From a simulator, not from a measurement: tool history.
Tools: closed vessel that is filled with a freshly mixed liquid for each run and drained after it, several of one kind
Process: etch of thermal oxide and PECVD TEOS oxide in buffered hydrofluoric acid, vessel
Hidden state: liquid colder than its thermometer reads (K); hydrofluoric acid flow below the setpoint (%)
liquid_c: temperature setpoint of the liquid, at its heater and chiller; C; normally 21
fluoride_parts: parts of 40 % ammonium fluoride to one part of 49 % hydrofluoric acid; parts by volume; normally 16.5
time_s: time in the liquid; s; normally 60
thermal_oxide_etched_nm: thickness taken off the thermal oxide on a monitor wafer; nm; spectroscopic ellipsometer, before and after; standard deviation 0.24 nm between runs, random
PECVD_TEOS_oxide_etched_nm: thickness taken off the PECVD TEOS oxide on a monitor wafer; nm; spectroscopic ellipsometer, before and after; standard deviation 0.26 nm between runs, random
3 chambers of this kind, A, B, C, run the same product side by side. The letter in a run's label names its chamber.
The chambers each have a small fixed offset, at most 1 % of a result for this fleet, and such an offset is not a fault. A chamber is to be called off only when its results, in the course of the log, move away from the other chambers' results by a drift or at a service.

run	hour	liquid_c	fluoride_parts	time_s	hours since the thermometer was replaced	hours since the hydrofluoric acid flow meter was replaced	read-back film thickness of the thermal oxide reference wafer, read on the same gauge (nm)	read-back film thickness of the PECVD TEOS oxide reference wafer, read on the same gauge (nm)	thermal_oxide_etched_nm	PECVD_TEOS_oxide_etched_nm
1A	8.5	21	16.5	60	332.0	683.3	100.010	140.00	35.535	86.175
2B	13.7	21	16.5	60	149.7	1400.7	100.010	139.99	35.351	85.626
3C	24.9	21	16.5	60	520.8	1445.9	100.020	139.95	35.784	85.289
4C	32.3	21	16.5	60	528.2	1453.3	100.000	140.00	35.865	85.598
5A	40.2	21	16.5	60	363.7	715.0	99.977	140.02	35.563	85.689
6B	47.6	21	16.5	60	183.6	1434.6	100.000	140.00	35.589	85.627
7A	58.0	21	16.5	60	381.5	732.8	99.984	140.02	35.141	86.125
8C	63.1	21	16.5	60	559.0	1484.1	100.020	139.99	35.618	84.744
9B	70.3	21	16.5	60	206.3	1457.3	99.985	139.99	35.285	85.427
10A	75.6	21	16.5	60	399.1	750.4	100.010	139.97	35.469	86.067
11C	84.8	21	16.5	60	580.7	1505.8	100.020	139.99	35.159	85.040
12B	92.6	21	16.5	30	228.6	1479.6	100.020	140.00	17.653	42.865
13A	103.1	21	16.5	30	426.6	777.9	99.957	140.01	17.789	42.883
14C	113.6	21	16.5	30	609.5	1534.6	99.967	140.00	17.699	42.702
15B	122.9	21	16.5	60	258.9	1509.9	99.943	140.00	35.711	85.210
16A	132.0	21	16.5	60	455.5	806.8	99.989	139.96	36.209	86.280
17B	140.6	21	16.5	60	276.6	1527.6	100.010	139.95	36.097	85.600
18C	148.8	21	16.5	45	644.7	1569.8	99.988	140.03	26.605	63.803
19C	155.3	21	16.5	45	651.2	1576.3	99.979	140.01	26.187	64.227
20A	161.8	21	16.5	45	485.3	836.6	100.000	140.00	26.656	64.077
21B	170.2	21	16.5	60	306.2	1557.2	100.030	140.01	35.312	85.691
22A	179.5	21	16.5	60	503.0	854.3	99.982	140.01	35.700	85.752
23C	184.8	21	16.5	60	680.7	1605.8	100.020	139.99	35.655	85.287
24B	193.9	21	16.5	60	329.9	1580.9	100.030	140.00	36.041	85.425
25A	200.5	21	16.5	60	524.0	875.3	99.993	140.01	36.210	85.447
26B	208.0	21	16.5	60	344.0	1595.0	99.943	139.96	35.410	85.767
27C	214.4	21	16.5	60	710.3	1635.4	100.010	139.98	35.758	85.117
28C	224.7	21	16.5	60	720.6	1645.7	99.988	140.00	35.802	84.967
29A	232.7	21	16.5	60	556.2	907.5	100.050	139.98	35.989	86.385
30B	238.2	21	16.5	60	374.2	1625.2	99.940	139.98	35.464	85.005
31C	248.7	21	16.5	60	744.6	1669.7	100.010	140.01	35.683	85.281
32A	258.0	21	16.5	60	581.5	932.8	100.020	140.01	35.847	85.941
33B	265.5	21	16.5	60	401.5	1652.5	100.010	139.99	35.474	85.230
34B	271.6	21	16.5	60	407.6	1658.6	100.030	140.01	35.474	85.349
35C	279.7	21	20.5	85	775.6	1700.7	100.010	140.01	40.883	98.215
36A	284.5	21	20.5	85	608.0	959.3	100.010	140.01	41.302	99.048
37C	294.0	21	20.5	85	789.9	1715.0	100.000	140.03	40.600	97.673
38A	304.1	21	16.5	60	627.6	978.9	100.010	139.99	35.611	85.999
39B	309.2	21	16.5	30	445.2	1696.2	99.965	140.00	17.670	42.739
40B	316.1	21	16.5	30	452.1	1703.1	100.060	140.02	17.701	42.835

Which is it: a chamber that has drifted or been left off by a service, a gauge drift common to all chambers, or only each chamber's usual small offset? If a chamber is off, name it and its likeliest cause.

Neither any chamber nor the gauge drifts; the chambers differ only by their own small, steady offsets.
